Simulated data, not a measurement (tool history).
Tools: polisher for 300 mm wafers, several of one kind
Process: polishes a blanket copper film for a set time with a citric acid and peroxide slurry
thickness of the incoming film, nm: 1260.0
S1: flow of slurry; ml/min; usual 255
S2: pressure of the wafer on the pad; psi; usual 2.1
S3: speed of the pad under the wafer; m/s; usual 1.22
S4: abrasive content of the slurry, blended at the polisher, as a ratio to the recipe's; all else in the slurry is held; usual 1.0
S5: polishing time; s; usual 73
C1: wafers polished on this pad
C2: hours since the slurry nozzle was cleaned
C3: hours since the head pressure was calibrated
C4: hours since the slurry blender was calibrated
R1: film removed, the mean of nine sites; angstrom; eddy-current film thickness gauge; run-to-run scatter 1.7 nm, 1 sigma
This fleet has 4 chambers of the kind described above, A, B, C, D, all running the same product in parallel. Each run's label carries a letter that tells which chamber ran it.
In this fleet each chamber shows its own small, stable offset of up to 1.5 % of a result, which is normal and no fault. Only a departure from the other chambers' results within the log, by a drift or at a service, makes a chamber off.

{"hour": 6.3, "done": "chamber B: slurry blender recalibrated"}
{"run": "1A", "hour": 6.5, "S1": 255, "S2": 2.1, "S3": 1.22, "S4": 1.0, "S5": 73, "C1": 325, "C2": 225.8, "C3": 1152.7, "C4": 189.7, "R1": 1307.2}
{"run": "2D", "hour": 16.0, "S1": 255, "S2": 2.1, "S3": 1.22, "S4": 1.0, "S5": 73, "C1": 447, "C2": 602.4, "C3": 183.9, "C4": 98.0, "R1": 1275.0}
{"run": "3B", "hour": 24.5, "S1": 255, "S2": 2.1, "S3": 1.22, "S4": 1.0, "S5": 73, "C1": 384, "C2": 191.7, "C3": 351.2, "C4": 18.2, "R1": 1286.0}
{"hour": 27.3, "done": "chamber A: worn pad replaced by a new one"}
{"run": "4C", "hour": 32.9, "S1": 255, "S2": 2.1, "S3": 1.22, "S4": 1.0, "S5": 73, "C1": 599, "C2": 212.5, "C3": 313.6, "C4": 159.8, "R1": 1312.4}
{"run": "5B", "hour": 42.0, "S1": 255, "S2": 2.1, "S3": 1.22, "S4": 1.0, "S5": 73, "C1": 630, "C2": 209.2, "C3": 368.7, "C4": 35.7, "R1": 1259.4}
{"hour": 49.8, "done": "chamber D: slurry blender recalibrated"}
{"run": "6C", "hour": 50.5, "S1": 255, "S2": 2.1, "S3": 1.22, "S4": 1.0, "S5": 73, "C1": 846, "C2": 230.1, "C3": 331.2, "C4": 177.4, "R1": 1296.0}
{"run": "7D", "hour": 57.7, "S1": 255, "S2": 2.1, "S3": 1.22, "S4": 1.0, "S5": 73, "C1": 1032, "C2": 644.1, "C3": 225.6, "C4": 7.9, "R1": 1272.0}
{"hour": 59.4, "done": "chamber C: worn pad replaced by a new one"}
{"hour": 65.0, "done": "chamber D: slurry nozzle cleaned"}
{"run": "8A", "hour": 67.9, "S1": 255, "S2": 2.1, "S3": 1.22, "S4": 1.0, "S5": 94, "C1": 570, "C2": 287.2, "C3": 1214.1, "C4": 251.1, "R1": 1708.5}
{"run": "9A", "hour": 74.3, "S1": 255, "S2": 2.1, "S3": 1.22, "S4": 1.0, "S5": 94, "C1": 659, "C2": 293.6, "C3": 1220.5, "C4": 257.5, "R1": 1668.9}
{"hour": 74.6, "done": "chamber D: worn pad replaced by a new one"}
{"hour": 83.3, "done": "chamber A: worn pad replaced by a new one"}
{"hour": 83.9, "done": "chamber B: worn pad replaced by a new one"}
{"run": "10B", "hour": 84.5, "S1": 255, "S2": 2.1, "S3": 1.22, "S4": 1.0, "S5": 94, "C1": 8, "C2": 251.7, "C3": 411.2, "C4": 78.2, "R1": 1632.3}
{"run": "11D", "hour": 92.6, "S1": 255, "S2": 2.1, "S3": 1.22, "S4": 1.0, "S5": 94, "C1": 253, "C2": 27.7, "C3": 260.5, "C4": 42.8, "R1": 1679.2}
{"run": "12C", "hour": 101.5, "S1": 255, "S2": 2.1, "S3": 1.22, "S4": 1.0, "S5": 73, "C1": 591, "C2": 281.1, "C3": 382.2, "C4": 228.4, "R1": 1285.3}
{"run": "13B", "hour": 106.5, "S1": 255, "S2": 2.1, "S3": 1.22, "S4": 1.0, "S5": 73, "C1": 317, "C2": 273.7, "C3": 433.2, "C4": 100.2, "R1": 1329.0}
{"run": "14D", "hour": 113.1, "S1": 255, "S2": 2.1, "S3": 1.22, "S4": 1.0, "S5": 73, "C1": 540, "C2": 48.2, "C3": 281.0, "C4": 63.3, "R1": 1295.2}
{"run": "15C", "hour": 119.2, "S1": 255, "S2": 2.1, "S3": 1.22, "S4": 1.0, "S5": 73, "C1": 839, "C2": 298.8, "C3": 399.9, "C4": 246.1, "R1": 1290.3}
{"run": "16A", "hour": 125.5, "S1": 255, "S2": 2.1, "S3": 1.22, "S4": 1.0, "S5": 73, "C1": 592, "C2": 344.8, "C3": 1271.7, "C4": 308.7, "R1": 1304.1}
{"hour": 126.1, "done": "chamber A: worn pad replaced by a new one"}
{"hour": 133.3, "done": "chamber C: worn pad replaced by a new one"}
{"run": "17D", "hour": 135.2, "S1": 255, "S2": 2.1, "S3": 1.22, "S4": 1.0, "S5": 73, "C1": 850, "C2": 70.3, "C3": 303.1, "C4": 85.4, "R1": 1280.8}
{"run": "18B", "hour": 140.3, "S1": 255, "S2": 2.1, "S3": 1.22, "S4": 1.0, "S5": 73, "C1": 790, "C2": 307.5, "C3": 467.0, "C4": 134.0, "R1": 1254.7}
{"hour": 145.8, "done": "chamber A: slurry nozzle cleaned"}
{"run": "19C", "hour": 146.7, "S1": 255, "S2": 2.1, "S3": 1.22, "S4": 1.0, "S5": 73, "C1": 188, "C2": 326.3, "C3": 427.4, "C4": 273.6, "R1": 1242.4}
{"run": "20A", "hour": 151.7, "S1": 255, "S2": 2.7, "S3": 1.22, "S4": 1.1, "S5": 73, "C1": 358, "C2": 6.0, "C3": 1297.9, "C4": 334.9, "R1": 1759.6}
{"run": "21D", "hour": 159.5, "S1": 255, "S2": 2.7, "S3": 1.22, "S4": 1.1, "S5": 73, "C1": 1190, "C2": 94.6, "C3": 327.4, "C4": 109.7, "R1": 1695.9}
{"run": "22B", "hour": 165.8, "S1": 255, "S2": 2.7, "S3": 1.22, "S4": 1.1, "S5": 73, "C1": 1148, "C2": 333.0, "C3": 492.5, "C4": 159.5, "R1": 1669.3}
{"hour": 171.1, "done": "chamber A: worn pad replaced by a new one"}
{"run": "23A", "hour": 171.8, "S1": 255, "S2": 2.7, "S3": 1.22, "S4": 1.1, "S5": 73, "C1": 11, "C2": 26.1, "C3": 1318.0, "C4": 355.0, "R1": 1714.9}
{"run": "24C", "hour": 182.8, "S1": 255, "S2": 2.1, "S3": 1.22, "S4": 1.0, "S5": 73, "C1": 693, "C2": 362.4, "C3": 463.5, "C4": 309.7, "R1": 1206.4}

Has any chamber moved away from the others, gradually or after a service, or does the common gauge drift, or do the chambers differ only by their own small steady offsets? State the chamber and the most likely cause if one applies.

Chamber C drifts away from the others.
Most likely cause: head's pressure below its setpoint, % = 9.63.
The log may not tell that from: abrasive missing from the slurry, %.

Below are 4 candidate recipes for chamber C's next run, each the usual settings with a change, their results shown as question marks. Which of them brings C's results back in line with what the other chambers give on the usual settings?
In line means no further than this from the other chambers' mean on the usual settings: R1 61.0 angstrom
{"run": "25C-1", "hour": 190.7, "S1": 255, "S2": 2.2, "S3": 1.3, "S4": 1.0, "S5": 78, "R1": "?"}
{"run": "25C-2", "hour": 190.7, "S1": 255, "S2": 2.1, "S3": 1.26, "S4": 1.0, "S5": 76, "R1": "?"}
{"run": "25C-3", "hour": 190.7, "S1": 255, "S2": 2.0, "S3": 1.22, "S4": 1.0, "S5": 70, "R1": "?"}
{"run": "25C-4", "hour": 190.7, "S1": 255, "S2": 2.0, "S3": 1.16, "S4": 1.0, "S5": 69, "R1": "?"}

On the usual settings, the other chambers give on average: R1 1292.2 angstrom
run=25C-1 R1=1431.5
run=25C-2 R1=1294.1
run=25C-3 R1=1102.7
run=25C-4 R1=1035.2
25C-2 is the one that brings the chamber's results back in line with the other chambers.
